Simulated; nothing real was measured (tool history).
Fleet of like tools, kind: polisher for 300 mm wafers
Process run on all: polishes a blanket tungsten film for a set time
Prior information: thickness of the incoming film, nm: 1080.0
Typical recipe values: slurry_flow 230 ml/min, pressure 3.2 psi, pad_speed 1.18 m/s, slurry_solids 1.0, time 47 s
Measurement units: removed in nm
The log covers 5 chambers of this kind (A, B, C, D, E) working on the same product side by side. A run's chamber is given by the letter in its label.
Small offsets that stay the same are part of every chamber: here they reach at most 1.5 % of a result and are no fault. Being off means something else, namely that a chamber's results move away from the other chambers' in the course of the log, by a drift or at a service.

run   hour  slurry_flow  pressure  pad_speed  slurry_solids  time  removed
 1E    2.4          230       3.2       1.18            1.0    47   237.50
       3.2  -- chamber D: slurry tank refilled with fresh slurry and peroxide
 2C    5.6          230       3.2       1.18            1.0    47   243.08
       6.2  -- chamber A: slurry blender recalibrated
 3B    9.8          230       3.2       1.18            1.0    47   236.59
 4D   12.6          230       3.2       1.18            1.0    47   246.03
      15.0  -- chamber A: worn pad replaced by a new one
 5A   16.7          230       3.2       1.18            1.0    47   236.25
      17.2  -- chamber C: slurry tank refilled with fresh slurry and peroxide
      19.2  -- chamber E: worn pad replaced by a new one
      19.5  -- chamber A: slurry tank refilled with fresh slurry and peroxide
      19.7  -- chamber E: slurry nozzle cleaned
 6E   20.2          230       3.2       1.18            1.0    47   235.97
 7B   23.4          230       3.2       1.18            1.0    47   239.08
      25.8  -- chamber D: worn pad replaced by a new one
 8C   26.3          230       3.2       1.18            1.0    47   242.53
 9D   30.1          230       3.2       1.18            1.0    47   247.76
10A   35.2          230       3.2       1.18            1.0    47   241.81
11A   38.6          265       3.2       1.18            1.3    47   257.84
      40.1  -- chamber B: slurry tank refilled with fresh slurry and peroxide
12B   42.4          265       3.2       1.18            1.3    47   261.47
13C   46.8          265       3.2       1.18            1.3    47   265.42
14D   49.5          265       3.2       1.18            1.3    47   264.85
15E   52.0          265       3.2       1.18            1.3    47   260.68
16D   56.5          230       3.2       1.18            1.0    47   243.43
      59.2  -- chamber C: worn pad replaced by a new one
      59.2  -- chamber B: worn pad replaced by a new one
17E   60.8          230       3.2       1.18            1.0    47   238.06
      63.0  -- chamber C: slurry tank refilled with fresh slurry and peroxide
18A   65.6          230       3.2       1.18            1.0    47   240.62
      68.0  -- chamber D: slurry nozzle cleaned
      68.2  -- chamber E: slurry tank refilled with fresh slurry and peroxide
19C   69.1          230       3.2       1.18            1.0    47   241.92
20B   71.3          230       3.2       1.18            1.0    47   240.16
21C   73.8          230       3.2       1.18            1.0    47   243.91
      74.8  -- chamber D: slurry blender recalibrated
22B   77.5          230       3.2       1.50            1.0    61   395.04
23E   82.2          230       3.2       1.50            1.0    61   393.10
24A   87.1          230       3.2       1.50            1.0    61   396.16
25D   91.8          230       3.2       1.50            1.0    61   398.59
      91.9  -- chamber B: slurry tank refilled with fresh slurry and peroxide
      95.8  -- chamber D: slurry tank refilled with fresh slurry and peroxide
26E   96.5          230       3.2       1.50            1.0    61   397.50
27C   99.4          230       3.2       1.18            1.0    47   244.07
28D  102.2          230       3.2       1.18            1.0    47   245.82
     104.8  -- chamber A: worn pad replaced by a new one
29B  107.2          230       3.6       1.18            0.8    47   253.36
30A  109.8          230       3.6       1.18            0.8    47   252.64

Does one chamber stand apart from the rest, does the shared gauge drift, or is all well apart from small per-chamber offsets? Give the chamber and the most likely cause, where there is one.

Neither any chamber nor the gauge drifts; the chambers differ only by their own small, steady offsets.
